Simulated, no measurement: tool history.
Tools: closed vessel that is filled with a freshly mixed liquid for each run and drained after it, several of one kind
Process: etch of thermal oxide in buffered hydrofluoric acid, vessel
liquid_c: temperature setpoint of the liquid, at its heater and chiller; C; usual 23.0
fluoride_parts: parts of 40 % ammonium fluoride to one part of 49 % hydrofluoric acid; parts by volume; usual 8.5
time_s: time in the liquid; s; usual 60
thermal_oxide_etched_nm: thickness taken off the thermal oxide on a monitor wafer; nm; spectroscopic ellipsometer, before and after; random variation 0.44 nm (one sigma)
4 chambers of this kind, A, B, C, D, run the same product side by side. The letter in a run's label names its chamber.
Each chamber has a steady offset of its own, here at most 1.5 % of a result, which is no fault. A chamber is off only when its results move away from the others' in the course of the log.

| run | hour | liquid_c | fluoride_parts | time_s | read-back film thickness of the thermal oxide reference wafer, read on the same gauge (nm) | thermal_oxide_etched_nm |
|---|---|---|---|---|---|---|
|  | 6.1 | chamber B: hydrofluoric acid flow meter replaced |
| 1A | 10.7 | 23.0 | 8.5 | 60 | 119.98 | 76.521 |
| 2D | 17.1 | 23.0 | 8.5 | 60 | 120.01 | 77.848 |
|  | 27.4 | chamber A: hydrofluoric acid flow meter replaced |
| 3B | 29.0 | 23.0 | 8.5 | 60 | 120.01 | 76.602 |
| 4C | 36.1 | 23.0 | 8.5 | 60 | 120.00 | 77.564 |
| 5B | 50.0 | 23.0 | 8.5 | 60 | 120.02 | 76.670 |
| 6C | 63.7 | 23.0 | 8.5 | 60 | 120.02 | 76.894 |
| 7A | 77.1 | 23.0 | 8.5 | 60 | 120.03 | 76.820 |
| 8D | 89.0 | 23.0 | 8.5 | 60 | 120.00 | 77.615 |
| 9C | 97.7 | 23.0 | 8.5 | 60 | 119.98 | 77.078 |
| 10D | 111.9 | 23.0 | 8.5 | 60 | 120.00 | 77.459 |
| 11B | 124.8 | 23.0 | 8.5 | 60 | 120.02 | 76.733 |
| 12A | 133.8 | 23.0 | 8.5 | 60 | 119.96 | 76.361 |
| 13D | 144.3 | 23.0 | 8.5 | 60 | 119.95 | 77.869 |
| 14C | 153.2 | 23.0 | 8.5 | 60 | 120.03 | 76.461 |
| 15B | 165.1 | 23.0 | 8.5 | 60 | 119.98 | 76.736 |
| 16A | 178.4 | 23.0 | 8.5 | 80 | 120.00 | 100.860 |
| 17B | 189.1 | 23.0 | 8.5 | 80 | 120.03 | 101.060 |
| 18A | 198.0 | 23.0 | 8.5 | 80 | 120.06 | 101.570 |
| 19C | 212.5 | 23.0 | 8.5 | 80 | 120.00 | 103.550 |
| 20D | 220.0 | 23.0 | 8.5 | 60 | 120.05 | 79.440 |
| 21A | 232.5 | 23.0 | 8.5 | 60 | 119.97 | 76.177 |
|  | 242.5 | chamber A: thermometer replaced |
| 22B | 244.3 | 23.0 | 8.5 | 90 | 119.95 | 114.640 |
| 23D | 253.3 | 23.0 | 8.5 | 90 | 119.98 | 119.740 |
| 24C | 261.8 | 23.0 | 8.5 | 90 | 120.02 | 115.340 |
| 25A | 269.5 | 23.0 | 8.5 | 90 | 119.97 | 114.640 |
| 26C | 276.5 | 23.0 | 8.5 | 60 | 119.96 | 77.478 |
| 27D | 285.7 | 23.0 | 8.5 | 60 | 119.95 | 80.639 |
| 28B | 294.8 | 23.0 | 8.5 | 60 | 119.96 | 75.903 |
| 29A | 308.2 | 23.0 | 8.5 | 60 | 120.03 | 76.258 |
| 30B | 315.1 | 23.0 | 8.5 | 60 | 119.99 | 76.262 |
| 31D | 323.0 | 20.5 | 10.0 | 60 | 119.98 | 61.233 |
| 32C | 333.2 | 20.5 | 10.0 | 60 | 119.99 | 58.645 |
| 33D | 341.1 | 20.5 | 10.0 | 60 | 120.00 | 61.249 |
| 34C | 349.6 | 20.5 | 10.0 | 60 | 119.97 | 58.628 |
| 35B | 362.0 | 23.0 | 11.5 | 60 | 120.04 | 58.129 |
| 36A | 374.9 | 23.0 | 11.5 | 60 | 119.98 | 58.962 |
| 37B | 388.8 | 23.0 | 11.5 | 60 | 120.01 | 58.609 |
| 38C | 397.4 | 23.0 | 11.5 | 60 | 119.99 | 59.341 |

Is one chamber off against the others, does the gauge drift, or is nothing wrong? If a chamber is off, say which, and what the likeliest cause is.

Chamber D drifts away from the others.
Cause: hydrofluoric acid flow above the setpoint (%) = 5.5.
The log may not tell that from: liquid hotter than its thermometer reads (K).

Here are 4 candidates for chamber D's next run, each the usual settings with a change, their results left as question marks. Which one brings its results back in line with what the others give on the usual settings?
In line means no further than this from the other chambers' mean on the usual settings: thermal_oxide_etched_nm 1.500 nm
| 39D-1 | 408.0 | 23.0 | 8.0 | 60 |  | ? |
| 39D-2 | 408.0 | 23.0 | 9.0 | 60 |  | ? |
| 39D-3 | 408.0 | 22.5 | 8.5 | 60 |  | ? |
| 39D-4 | 408.0 | 23.5 | 8.5 | 60 |  | ? |

The other chambers' mean on the usual settings: thermal_oxide_etched_nm 76.609 nm
| run | thermal_oxide_etched_nm |
|---|---|
| 39D-1 | 87.234 |
| 39D-2 | 76.775 |
| 39D-3 | 79.471 |
| 39D-4 | 83.950 |
39D-2 brings the chamber back in line.
